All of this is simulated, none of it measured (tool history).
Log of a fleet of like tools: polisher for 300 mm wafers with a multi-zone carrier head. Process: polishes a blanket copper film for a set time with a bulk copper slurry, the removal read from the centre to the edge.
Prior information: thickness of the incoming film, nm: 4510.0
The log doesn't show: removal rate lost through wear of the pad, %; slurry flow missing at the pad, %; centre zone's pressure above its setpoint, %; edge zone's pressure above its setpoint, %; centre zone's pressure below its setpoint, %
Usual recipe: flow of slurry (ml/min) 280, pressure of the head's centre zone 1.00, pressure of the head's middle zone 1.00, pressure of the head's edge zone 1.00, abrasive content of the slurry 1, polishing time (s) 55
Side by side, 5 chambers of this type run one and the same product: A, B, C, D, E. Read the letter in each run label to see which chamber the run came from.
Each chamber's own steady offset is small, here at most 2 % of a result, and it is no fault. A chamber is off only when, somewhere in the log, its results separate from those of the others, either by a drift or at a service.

run	hour	flow of slurry (ml/min)	pressure of the head's centre zone	pressure of the head's middle zone	pressure of the head's edge zone	abrasive content of the slurry	polishing time (s)	wafers polished on this pad	hours since the slurry nozzle was cleaned	hours since the centre zone pressure was calibrated	hours since the edge zone pressure was calibrated	film removed at the wafer's centre (angstrom)	film removed at mid-radius (angstrom)	film removed at the wafer's edge (angstrom)
1B	6.4	280	1.00	1.00	1.00	1	55	1105	152.2	99.4	303.6	7237.6	7100.8	7341.6
2D	16.6	280	1.00	1.00	1.00	1	55	1231	343.6	177.4	1080.9	7159.3	7369.9	7132.2
# hour 18.0: chamber B: worn pad replaced by a new one
3E	25.1	280	1.00	1.00	1.00	1	55	450	214.4	173.7	287.3	7057.8	7206.7	7381.5
# hour 27.4: chamber C: worn pad replaced by a new one
4C	33.7	280	1.00	1.00	1.00	1	55	38	248.6	90.0	1026.5	7220.9	7183.1	7245.0
5A	45.6	280	1.00	1.00	1.00	1	55	439	691.3	610.3	373.9	7177.1	7307.7	7097.1
# hour 48.2: chamber D: edge zone pressure recalibrated
# hour 52.6: chamber B: edge zone pressure recalibrated
6C	55.3	280	1.00	1.00	1.00	1	55	171	270.2	111.6	1048.1	7216.5	7164.2	7415.0
# hour 60.8: chamber E: worn pad replaced by a new one
7D	63.5	280	1.00	1.00	1.00	1	55	1518	390.5	224.3	15.3	7106.2	7131.1	7176.0
8B	69.9	280	1.00	1.00	1.00	1	55	317	215.7	162.9	17.4	7240.1	7085.3	7222.8
9A	76.2	280	1.00	1.00	1.00	1	55	626	721.9	640.9	404.5	7222.4	7279.3	7178.8
# hour 78.0: chamber D: worn pad replaced by a new one
# hour 78.1: chamber C: slurry nozzle cleaned
10E	86.9	280	0.91	1.09	1.00	1	55	160	276.2	235.5	349.1	6402.4	7679.0	7259.2
# hour 94.8: chamber A: slurry nozzle cleaned
11E	96.0	280	0.91	1.09	1.00	1	55	216	285.3	244.6	358.2	6445.2	7764.4	7261.7
# hour 101.2: chamber A: worn pad replaced by a new one
# hour 105.4: chamber C: worn pad replaced by a new one
12C	106.4	280	0.91	1.09	1.00	1	55	6	28.3	162.7	1099.2	6596.2	7908.0	7245.4
13B	116.1	280	0.91	1.09	1.00	1	55	600	261.9	209.1	63.6	6585.7	7762.6	7306.0
14D	123.0	280	0.91	1.09	1.00	1	55	275	450.0	283.8	74.8	6499.1	7740.1	7326.7
15A	131.5	280	1.00	1.00	1.00	1	40	185	36.7	696.2	459.8	5367.0	5313.5	5215.2
16E	138.6	280	1.00	1.00	1.00	1	40	477	327.9	287.2	400.8	5218.7	5191.1	5196.4
# hour 142.9: chamber D: centre zone pressure recalibrated
17D	146.3	280	1.00	1.00	1.00	1	40	418	473.3	3.4	98.1	5218.7	5266.3	5218.9
# hour 147.1: chamber A: edge zone pressure recalibrated
18C	154.9	280	1.00	1.00	1.00	1	40	303	76.8	211.2	1147.7	5344.0	5222.9	5309.3
19B	165.4	280	1.00	1.00	1.00	1	40	902	311.2	258.4	112.9	5251.6	5110.2	5270.5
# hour 175.0: chamber E: worn pad replaced by a new one
20A	175.8	325	1.00	1.00	0.92	1	55	457	81.0	740.5	28.7	7786.1	7369.2	6953.9
21D	182.7	325	1.00	1.00	0.92	1	55	641	509.7	39.8	134.5	7373.5	7367.4	6870.2
# hour 185.7: chamber C: worn pad replaced by a new one
22A	190.4	325	1.00	1.00	0.92	1	55	546	95.6	755.1	43.3	7656.2	7318.2	6846.3
23B	199.6	325	1.00	1.00	0.92	1	55	1112	345.4	292.6	147.1	7435.8	7235.2	6878.4
24E	207.7	325	1.00	1.00	0.92	1	55	200	397.0	356.3	469.9	7188.9	7219.3	6962.6
# hour 207.8: chamber B: worn pad replaced by a new one
25C	218.8	280	1.00	1.00	1.00	1	63	203	140.7	275.1	1211.6	8315.4	8417.4	8355.5
26E	228.5	280	1.00	1.00	1.00	1	63	328	417.8	377.1	490.7	8045.7	8178.9	8265.1
# hour 231.0: chamber C: edge zone pressure recalibrated
27C	234.9	280	1.00	1.00	1.00	1	63	301	156.8	291.2	4.0	8301.5	8286.2	8396.8
# hour 237.4: chamber A: worn pad replaced by a new one
28D	241.0	280	1.00	1.00	1.00	1	63	998	568.0	98.1	192.8	8211.8	8211.6	8195.8
# hour 249.4: chamber E: slurry nozzle cleaned
29B	252.6	280	1.00	1.00	1.00	1	63	274	398.4	345.6	200.1	8221.8	8162.7	8148.5
30A	263.1	280	0.93	0.95	1.00	1	55	157	168.3	827.8	116.0	7114.5	6772.9	7121.9
# hour 268.3: chamber C: worn pad replaced by a new one
31B	269.8	280	0.93	0.95	1.00	1	55	380	415.6	362.8	217.3	6683.1	6686.3	7143.1
32D	279.7	280	0.93	0.95	1.00	1	55	1235	606.7	136.8	231.5	6696.0	6760.1	7158.4
# hour 288.4: chamber E: worn pad replaced by a new one
33A	290.1	280	0.93	0.95	1.00	1	55	323	195.3	854.8	143.0	7216.5	6932.3	7111.4
34E	300.8	280	0.93	0.95	1.00	1	55	76	51.5	449.4	563.0	6657.6	6890.1	7300.8
35C	307.9	280	1.00	1.00	1.00	1	55	243	229.8	364.2	77.0	7255.1	7224.6	7297.1
36D	316.5	280	0.90	1.00	1.00	1	68	1461	643.5	173.6	268.3	7942.6	8780.8	8599.8
37E	325.4	280	0.90	1.00	1.00	1	68	226	76.1	474.0	587.6	7873.5	8815.0	8857.0
38B	338.0	280	0.90	1.00	1.00	1	68	798	483.8	431.0	285.5	7966.3	8821.3	8773.6
39C	344.4	280	0.90	1.00	1.00	1	68	466	266.3	400.7	113.5	8045.9	8705.4	8804.3

Decide between three cases: one chamber stands off from its peers, the gauge reading all wafers drifts, or nothing is wrong past each chamber's small offset. Where a chamber is off, say which and what most likely put it there.

One chamber, A, drifts off from the rest bit by bit.
Likeliest cause: centre zone's pressure above its setpoint, % = 9.71.

Chamber A could run next with any of the 4 candidate recipes listed below; each alters the usual settings, and their results appear as question marks. Which one brings its results back in line with what the other chambers deliver on the usual settings?
In line means no further than this from the other chambers' mean on the usual settings: film removed at the wafer's centre (angstrom) 220.0; film removed at mid-radius (angstrom) 290.0; film removed at the wafer's edge (angstrom) 280.0
40A-1	354.0	280	0.97	1.00	1.01	1	55					?	?	?
40A-2	354.0	285	1.08	1.00	0.96	1	56					?	?	?
40A-3	354.0	275	0.92	1.00	1.04	1	54					?	?	?
40A-4	354.0	280	1.03	1.00	0.99	1	55					?	?	?

What the other chambers average on the usual settings: film removed at the wafer's centre (angstrom) 7186.6; film removed at mid-radius (angstrom) 7136.8; film removed at the wafer's edge (angstrom) 7185.4
run	film removed at the wafer's centre (angstrom)	film removed at mid-radius (angstrom)	film removed at the wafer's edge (angstrom)
40A-1	7715.6	7270.3	7139.4
40A-2	8847.4	7411.7	7086.7
40A-3	7133.5	7126.3	7110.3
40A-4	8237.1	7267.8	7063.8
Change 40A-3 lands the chamber within the allowed miss of the other chambers.

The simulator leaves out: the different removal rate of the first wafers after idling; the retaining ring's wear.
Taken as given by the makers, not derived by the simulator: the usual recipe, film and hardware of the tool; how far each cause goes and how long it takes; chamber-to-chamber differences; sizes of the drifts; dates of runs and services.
